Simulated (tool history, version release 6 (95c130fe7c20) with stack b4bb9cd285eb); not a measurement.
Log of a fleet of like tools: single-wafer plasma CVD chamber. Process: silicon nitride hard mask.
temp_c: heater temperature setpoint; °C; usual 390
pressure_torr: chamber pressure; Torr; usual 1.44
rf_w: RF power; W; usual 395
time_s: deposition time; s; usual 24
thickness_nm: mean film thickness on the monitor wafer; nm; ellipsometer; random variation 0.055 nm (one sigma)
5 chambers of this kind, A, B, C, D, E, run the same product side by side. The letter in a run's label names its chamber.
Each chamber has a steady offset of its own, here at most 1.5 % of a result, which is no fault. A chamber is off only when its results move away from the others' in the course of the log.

run   hour  temp_c  pressure_torr  rf_w  time_s  hours since the last thermocouple change  hours since the last RF generator calibration  hours since the last manometer calibration  read-back reference wafer on the same gauge, thickness_nm  thickness_nm
 1B    5.1     390           1.44   395      24                                     588.6                                         1065.5                                       213.5                                                     36.688        31.933
 2C   12.9     390           1.44   395      24                                      72.6                                          936.5                                      1381.3                                                     36.687        32.472
 3D   19.8     390           1.44   395      24                                     375.4                                          707.4                                         334                                                      36.68         31.93
 4A   24.5     390           1.44   395      24                                    1328.9                                           27.3                                       995.9                                                     36.659        31.953
 5E   30.5     390           1.44   395      24                                     819.2                                         1306.2                                      2240.4                                                     36.653        32.098
 6E   35.3     390           1.44   395      24                                       824                                           1311                                      2245.2                                                      36.65        32.011
 7B   39.3     390           1.44   395      24                                     622.8                                         1099.7                                       247.7                                                     36.644        31.957
 8C   43.3     390           1.44   395      24                                       103                                          966.9                                      1411.7                                                     36.646        32.312
 9D     50     390           1.44   395      24                                     405.6                                          737.6                                       364.2                                                     36.646        31.899
10A   55.3     390           1.44   395    20.8                                    1359.7                                           58.1                                      1026.7                                                     36.628        27.708
11C   58.7     390           1.44   395    20.8                                     118.4                                          982.3                                      1427.1                                                     36.622        28.092
12E   63.4     390           1.44   395    20.8                                     852.1                                         1339.1                                      2273.3                                                     36.606        27.778
13B   68.4     390           1.44   395    20.8                                     651.9                                         1128.8                                       276.8                                                     36.609        27.649
14D   73.2     390           1.44   395    20.8                                     428.8                                          760.8                                       387.4                                                     36.607        27.649
15A   79.3     390           1.44   395      24                                    1383.7                                           82.1                                      1050.7                                                     36.606        31.833
16E   87.1     390           1.44   395      24                                     875.8                                         1362.8                                        2297                                                     36.577        31.977
17C   91.2     390           1.44   395      24                                     150.9                                         1014.8                                      1459.6                                                     36.569        32.295
18B   97.3     390           1.44   395      24                                     680.8                                         1157.7                                       305.7                                                      36.55        31.895
19A  103.8     390           1.44   395      24                                    1408.2                                          106.6                                      1075.2                                                     36.567        31.861
20D    111     390           1.44   395      24                                     466.6                                          798.6                                       425.2                                                     36.547        31.827
21D  116.8     390           1.44   395      24                                     472.4                                          804.4                                         431                                                     36.538        31.914
22E  123.3     390           1.44   395      24                                       912                                           1399                                      2333.2                                                     36.539        31.996
23C    129     390           1.44   395      24                                     188.7                                         1052.6                                      1497.4                                                     36.521        32.257
     131.9  -- chamber A: thermocouple changed; heater temperature recalibrated
24B  136.6     379           1.44   395      24                                     720.1                                           1197                                         345                                                     36.527        31.984
25A  140.2     379           1.44   395      24                                       8.3                                            143                                      1111.6                                                     36.499        31.963
26E  144.8     379           1.44   395      24                                     933.5                                         1420.5                                      2354.7                                                       36.5            32
27B  150.1     379           1.44   395      24                                     733.6                                         1210.5                                       358.5                                                     36.492        31.882
28D  153.6     379           1.44   395      24                                     509.2                                          841.2                                       467.8                                                      36.49        32.019
29A  157.2     390           1.44   395      24                                      25.3                                            160                                      1128.6                                                     36.496        31.744
30C    164     390           1.24   455      24                                     223.7                                         1087.6                                      1532.4                                                     36.492        33.438
31C  170.1     390           1.24   455      24                                     229.8                                         1093.7                                      1538.5                                                     36.458         33.54
32E    176     390           1.24   455      24                                     964.7                                         1451.7                                      2385.9                                                     36.467         33.02
33D  183.1     390           1.24   455      24                                     538.7                                          870.7                                       497.3                                                     36.445        32.844
34B  188.1     390           1.24   455      24                                     771.6                                         1248.5                                       396.5                                                     36.439        32.946

Is one chamber off against the others, does the gauge drift, or is nothing wrong? If a chamber is off, say which, and what the likeliest cause is.

The gauge drifts, so all chambers seem to drift together. No chamber is off.
Cause: gauge reads low (%) = 0.711.
